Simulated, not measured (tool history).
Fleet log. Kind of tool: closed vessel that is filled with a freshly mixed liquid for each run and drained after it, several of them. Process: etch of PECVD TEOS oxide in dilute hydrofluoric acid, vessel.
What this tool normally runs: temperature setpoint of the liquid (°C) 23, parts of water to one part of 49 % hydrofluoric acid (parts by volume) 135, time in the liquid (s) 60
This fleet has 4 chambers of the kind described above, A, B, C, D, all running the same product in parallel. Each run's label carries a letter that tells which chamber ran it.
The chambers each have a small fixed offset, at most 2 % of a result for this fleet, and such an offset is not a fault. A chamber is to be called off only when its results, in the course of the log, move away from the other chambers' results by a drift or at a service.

run     day  temperature setpoint of the liquid (°C)  parts of water to one part of 49 % hydrofluoric acid (parts by volume)  time in the liquid (s)  hours since the thermometer was replaced  hours since the hydrofluoric acid flow meter was replaced  read-back film thickness of the PECVD TEOS oxide reference wafer, read on the same gauge (nm)  thickness taken off the PECVD TEOS oxide on a monitor wafer (Å)
 1B   0.329                                       23                                                                     135                      60                                    1378.2                                                     1372.2                                                                                         30.002                                                           110.54
 2D   0.738                                       23                                                                     135                      60                                     564.3                                                        337                                                                                         30.003                                                           110.41
 3A       1                                       23                                                                     135                      60                                        99                                                     1432.4                                                                                         30.008                                                           111.33
 4C   1.279                                       23                                                                     135                      60                                     146.8                                                      247.2                                                                                         29.987                                                           107.86
 5D   1.558                                       23                                                                     135                      60                                       584                                                      356.7                                                                                         30.011                                                           108.72
      1.788  -- chamber D: thermometer replaced
 6C   2.012                                       23                                                                     135                      60                                     164.4                                                      264.8                                                                                         30.007                                                           107.27
 7A   2.354                                       23                                                                     135                      60                                     131.5                                                     1464.9                                                                                          29.99                                                           111.24
 8B   2.617                                       23                                                                     135                      60                                    1433.1                                                     1427.1                                                                                         29.983                                                           109.76
 9D   2.979                                       23                                                                     135                      60                                      28.7                                                      390.8                                                                                         30.001                                                           110.58
10A   3.321                                       23                                                                     135                      60                                     154.7                                                     1488.1                                                                                         29.995                                                           109.49
11C    3.55                                       23                                                                     135                      60                                     201.3                                                      301.7                                                                                         29.996                                                           106.26
12B   3.796                                       23                                                                     135                      60                                    1461.4                                                     1455.4                                                                                         29.999                                                           108.49
13C   4.188                                       23                                                                     135                      60                                     216.6                                                        317                                                                                         30.003                                                           105.93
      4.392  -- chamber B: hydrofluoric acid flow meter replaced
14B   4.542                                       23                                                                     135                      60                                    1479.3                                                        3.6                                                                                         30.011                                                           109.87
15D    4.85                                       23                                                                     135                      60                                      73.6                                                      435.7                                                                                         29.985                                                           109.85
16A   5.279                                       23                                                                     180                      60                                     201.7                                                     1535.1                                                                                         29.992                                                            79.14
17D   5.708                                       23                                                                     180                      60                                      94.2                                                      456.3                                                                                         29.997                                                            79.21
18C   5.967                                       23                                                                     180                      60                                     259.3                                                      359.7                                                                                             30                                                           75.166
19A     6.4                                       23                                                                     180                      60                                     228.6                                                       1562                                                                                         30.025                                                           79.851
      6.642  -- chamber D: hydrofluoric acid flow meter replaced
20B   6.779                                       27                                                                     135                      90                                      1533                                                       57.3                                                                                         30.014                                                           191.04
21D   6.996                                       27                                                                     135                      90                                     125.1                                                        8.5                                                                                         29.999                                                           192.54
22B   7.429                                       27                                                                     135                      90                                    1548.6                                                       72.9                                                                                         29.966                                                           193.17
23A    7.85                                       27                                                                     135                      90                                     263.4                                                     1596.8                                                                                         29.994                                                              193
24C   8.288                                       23                                                                     135                      60                                       315                                                      415.4                                                                                         29.989                                                           102.72
25A   8.746                                       23                                                                     135                      60                                     284.9                                                     1618.3                                                                                         29.991                                                           111.22
26C   9.012                                       23                                                                     135                      95                                     332.4                                                      432.8                                                                                         30.005                                                           159.61
27D   9.283                                       23                                                                     135                      95                                       180                                                       63.4                                                                                         30.004                                                           173.33
28B   9.529                                       23                                                                     135                      95                                      1599                                                      123.3                                                                                         29.996                                                           174.67
29A   9.938                                       23                                                                     135                      95                                     313.5                                                     1646.9                                                                                         30.002                                                           175.65
30D  10.212                                       23                                                                     135                      60                                     202.3                                                       85.7                                                                                         29.998                                                           110.85
31B  10.467                                       23                                                                     135                      60                                    1621.5                                                      145.8                                                                                         29.996                                                           109.97
32C  10.792                                       23                                                                     135                      60                                     375.1                                                      475.5                                                                                         30.005                                                            99.73
33C  11.046                                       23                                                                     135                      60                                     381.2                                                      481.6                                                                                         29.999                                                           100.24

What goes on in this fleet: one chamber off, a drifting gauge, or nothing beyond the chambers' own small offsets? Name the chamber and the cause, if any.

One chamber, C, drifts off from the rest bit by bit.
Most likely cause: liquid colder than its thermometer reads (K) = 2.1.
The log may not tell that from: hydrofluoric acid flow below the setpoint (%).

Which of the 4 candidates below, each the usual settings with something changed and its results left as question marks, puts chamber C back in line with what the other chambers give on the usual settings?
To be in line, a result may differ from the other chambers' mean on the usual settings by at most: thickness taken off the PECVD TEOS oxide on a monitor wafer (Å) 2.3
34C-1  11.379                                     20.5                                                                     135                      60                                                                                                                                                                                                                                                                    ?
34C-2  11.379                                       23                                                                     140                      60                                                                                                                                                                                                                                                                    ?
34C-3  11.379                                     23.5                                                                     135                      65                                                                                                                                                                                                                                                                    ?
34C-4  11.379                                       24                                                                     135                      60                                                                                                                                                                                                                                                                    ?

Usual-settings mean across the other chambers: thickness taken off the PECVD TEOS oxide on a monitor wafer (Å) 109.87
  run  thickness taken off the PECVD TEOS oxide on a monitor wafer (Å)
34C-1                                                           90.007
34C-2                                                           95.359
34C-3                                                           109.87
34C-4                                                           103.45
Change 34C-3 lands the chamber within the allowed miss of the other chambers.
